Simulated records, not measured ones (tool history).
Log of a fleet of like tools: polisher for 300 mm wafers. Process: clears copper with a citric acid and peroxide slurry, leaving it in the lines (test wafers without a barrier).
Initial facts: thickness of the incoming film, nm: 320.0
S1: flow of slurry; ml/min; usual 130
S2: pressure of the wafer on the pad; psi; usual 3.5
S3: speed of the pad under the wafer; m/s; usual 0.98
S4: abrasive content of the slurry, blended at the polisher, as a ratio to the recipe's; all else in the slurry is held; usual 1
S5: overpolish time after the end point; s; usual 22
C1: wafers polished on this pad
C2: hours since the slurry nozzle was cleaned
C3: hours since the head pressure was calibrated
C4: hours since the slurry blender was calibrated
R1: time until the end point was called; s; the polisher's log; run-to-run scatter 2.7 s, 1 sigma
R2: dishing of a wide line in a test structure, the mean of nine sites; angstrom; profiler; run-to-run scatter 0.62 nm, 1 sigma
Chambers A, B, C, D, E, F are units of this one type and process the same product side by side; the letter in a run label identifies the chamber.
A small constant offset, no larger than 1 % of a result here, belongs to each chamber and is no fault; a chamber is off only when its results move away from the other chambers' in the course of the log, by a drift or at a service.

Run 1D, hour 3.5: usual settings; C1 145; C2 129.8; C3 236; C4 110. Result: R1 145.97 s, R2 342.56 angstrom.
Run 2F, hour 7.1: usual settings; C1 488; C2 219.7; C3 375.7; C4 34.3. Result: R1 149.94 s, R2 344.55 angstrom.
Run 3B, hour 11.1: usual settings; C1 80; C2 490.3; C3 1057.8; C4 84.8. Result: R1 150.9 s, R2 352.26 angstrom.
Run 4E, hour 15.3: usual settings; C1 881; C2 678.1; C3 94.7; C4 179.7. Result: R1 146.47 s, R2 331.64 angstrom.
At hour 15.9: chamber E: worn pad replaced by a new one.
Run 5A, hour 19.1: usual settings but S3 1.12 m/s; C1 553; C2 493.7; C3 382.6; C4 392.9. Result: R1 126.55 s, R2 384.01 angstrom.
Run 6C, hour 23.8: usual settings but S3 1.12 m/s; C1 482; C2 391.6; C3 118.5; C4 159. Result: R1 129.21 s, R2 387.62 angstrom.
Run 7D, hour 26.8: usual settings but S3 1.12 m/s; C1 273; C2 153.1; C3 259.3; C4 133.3. Result: R1 128.09 s, R2 387.06 angstrom.
Run 8F, hour 32: usual settings but S3 1.12 m/s; C1 625; C2 244.6; C3 400.6; C4 59.2. Result: R1 132.01 s, R2 377.62 angstrom.
At hour 34.6: chamber F: slurry nozzle cleaned.
At hour 37.3: chamber C: worn pad replaced by a new one.
Run 9B, hour 38.2: usual settings but S3 1.12 m/s; C1 229; C2 517.4; C3 1084.9; C4 111.9. Result: R1 130.08 s, R2 383.68 angstrom.
Run 10A, hour 41.8: usual settings but S3 1.12 m/s; C1 678; C2 516.4; C3 405.3; C4 415.6. Result: R1 129.48 s, R2 386.45 angstrom.
Run 11E, hour 46.7: usual settings; C1 169; C2 709.5; C3 126.1; C4 211.1. Result: R1 148.35 s, R2 340.55 angstrom.
Run 12C, hour 53: usual settings but S5 10 s; C1 86; C2 420.8; C3 147.7; C4 188.2. Result: R1 146.93 s, R2 160.84 angstrom.
At hour 57.8: chamber E: slurry blender recalibrated.
Run 13B, hour 59: usual settings but S5 10 s; C1 344; C2 538.2; C3 1105.7; C4 132.7. Result: R1 153.22 s, R2 159.67 angstrom.
Run 14A, hour 63.1: usual settings but S5 10 s; C1 795; C2 537.7; C3 426.6; C4 436.9. Result: R1 150.54 s, R2 162.33 angstrom.
Run 15D, hour 69.5: usual settings but S5 10 s; C1 508; C2 195.8; C3 302; C4 176. Result: R1 150.8 s, R2 165.51 angstrom.
At hour 70.8: chamber F: worn pad replaced by a new one.
At hour 74.9: chamber B: slurry blender recalibrated.
At hour 76: chamber E: slurry nozzle cleaned.
Run 16C, hour 76: usual settings but S5 10 s; C1 213; C2 443.8; C3 170.7; C4 211.2. Result: R1 145.59 s, R2 170.42 angstrom.
Run 17E, hour 80.9: usual settings but S5 10 s; C1 357; C2 5; C3 160.3; C4 23.2. Result: R1 145.57 s, R2 164.76 angstrom.
Run 18F, hour 84.6: usual settings; C1 76; C2 50.1; C3 453.2; C4 111.8. Result: R1 149.73 s, R2 339.68 angstrom.
At hour 84.8: chamber D: slurry nozzle cleaned.
Run 19A, hour 88: usual settings; C1 932; C2 562.6; C3 451.5; C4 461.8. Result: R1 144.94 s, R2 340.25 angstrom.
At hour 88.1: chamber A: slurry nozzle cleaned.
At hour 90.2: chamber A: slurry blender recalibrated.
At hour 91.2: chamber F: slurry blender recalibrated.
At hour 93.7: chamber A: worn pad replaced by a new one.
Run 20F, hour 94.2: usual settings; C1 128; C2 59.7; C3 462.8; C4 3.1. Result: R1 152.5 s, R2 341.91 angstrom.
Run 21D, hour 98.6: usual settings but S4 1.1; C1 669; C2 13.9; C3 331.1; C4 205.1. Result: R1 146.49 s, R2 353.67 angstrom.
Run 22E, hour 104.3: usual settings but S4 1.1; C1 486; C2 28.4; C3 183.7; C4 46.6. Result: R1 149.37 s, R2 333.83 angstrom.
Run 23B, hour 110.9: usual settings but S4 1.1; C1 629; C2 590.1; C3 1157.6; C4 36.1. Result: R1 146.78 s, R2 336.37 angstrom.
Run 24C, hour 114.1: usual settings but S4 1.1; C1 423; C2 481.9; C3 208.8; C4 249.3. Result: R1 150.65 s, R2 339 angstrom.
Run 25D, hour 118.2: usual settings but S4 1.1; C1 776; C2 33.5; C3 350.7; C4 224.7. Result: R1 146.51 s, R2 342.4 angstrom.
Run 26C, hour 123.5: usual settings but S4 1.1; C1 474; C2 491.3; C3 218.2; C4 258.7. Result: R1 145.91 s, R2 349.19 angstrom.
At hour 128.8: chamber C: worn pad replaced by a new one.
Run 27A, hour 129.1: usual settings but S2 2.7 psi, S3 1.12 m/s; C1 195; C2 41; C3 492.6; C4 39. Result: R1 162.63 s, R2 291.75 angstrom.
At hour 130.2: chamber B: worn pad replaced by a new one.
Run 28B, hour 135.7: usual settings but S2 2.7 psi, S3 1.12 m/s; C1 30; C2 614.9; C3 1182.4; C4 60.9. Result: R1 172.13 s, R2 296.43 angstrom.
Run 29F, hour 139: usual settings but S2 2.7 psi, S3 1.12 m/s; C1 375; C2 104.5; C3 507.6; C4 47.9. Result: R1 172.38 s, R2 296.81 angstrom.
Run 30E, hour 142.8: usual settings but S2 2.7 psi, S3 1.12 m/s; C1 698; C2 66.9; C3 222.2; C4 85.1. Result: R1 166.93 s, R2 309.98 angstrom.
Run 31D, hour 149.2: usual settings but S2 2.7 psi, S3 1.12 m/s; C1 947; C2 64.5; C3 381.7; C4 255.7. Result: R1 171.09 s, R2 306.01 angstrom.
At hour 149.6: chamber D: slurry blender recalibrated.
Run 32E, hour 155.2: usual settings but S2 2.7 psi, S3 1.12 m/s; C1 766; C2 79.3; C3 234.6; C4 97.5. Result: R1 171.29 s, R2 299.35 angstrom.
Run 33C, hour 160.8: usual settings; C1 176; C2 528.6; C3 255.5; C4 296. Result: R1 148.87 s, R2 334.57 angstrom.
At hour 164.9: chamber C: slurry nozzle cleaned.
Run 34B, hour 167.1: usual settings; C1 203; C2 646.3; C3 1213.8; C4 92.3. Result: R1 147.13 s, R2 329.19 angstrom.
At hour 168.1: chamber D: worn pad replaced by a new one.
Run 35A, hour 173.6: usual settings; C1 440; C2 85.5; C3 537.1; C4 83.5. Result: R1 147.27 s, R2 345.06 angstrom.
Run 36F, hour 177.2: usual settings; C1 585; C2 142.7; C3 545.8; C4 86.1. Result: R1 151.21 s, R2 329.42 angstrom.
Run 37B, hour 183.2: usual settings; C1 291; C2 662.4; C3 1229.9; C4 108.4. Result: R1 145.12 s, R2 342.04 angstrom.
Run 38D, hour 188.9: usual settings; C1 114; C2 104.2; C3 421.4; C4 39.3. Result: R1 150.66 s, R2 345.52 angstrom.
At hour 189.7: chamber F: worn pad replaced by a new one.
Run 39A, hour 195.6: usual settings; C1 561; C2 107.5; C3 559.1; C4 105.5. Result: R1 149.44 s, R2 331.96 angstrom.
Run 40C, hour 200.7: usual settings; C1 395; C2 35.9; C3 295.4; C4 335.9. Result: R1 152.5 s, R2 330.97 angstrom.
At hour 204.7: chamber E: worn pad replaced by a new one.
Run 41F, hour 206.5: usual settings; C1 92; C2 172; C3 575.1; C4 115.4. Result: R1 149.64 s, R2 342.04 angstrom.
Run 42E, hour 210.2: usual settings; C1 30; C2 134.3; C3 289.6; C4 152.5. Result: R1 150.83 s, R2 347.8 angstrom.
Run 43E, hour 213.8: usual settings; C1 50; C2 137.9; C3 293.2; C4 156.1. Result: R1 150.31 s, R2 347.07 angstrom.

Each of the 6 chambers runs these same settings next. Fill in every chamber's results:
Run 44A, hour 218.8: usual settings. Result: R1 ?, R2 ?.
Run 44B, hour 218.8: usual settings. Result: R1 ?, R2 ?.
Run 44C, hour 218.8: usual settings. Result: R1 ?, R2 ?.
Run 44D, hour 218.8: usual settings. Result: R1 ?, R2 ?.
Run 44E, hour 218.8: usual settings. Result: R1 ?, R2 ?.
Run 44F, hour 218.8: usual settings. Result: R1 ?, R2 ?.

run      R1      R2
44A  146.63  339.53
44B  144.05  346.41
44C  149.08  338.71
44D   149.7  350.18
44E  148.05  340.94
44F  148.57  325.27
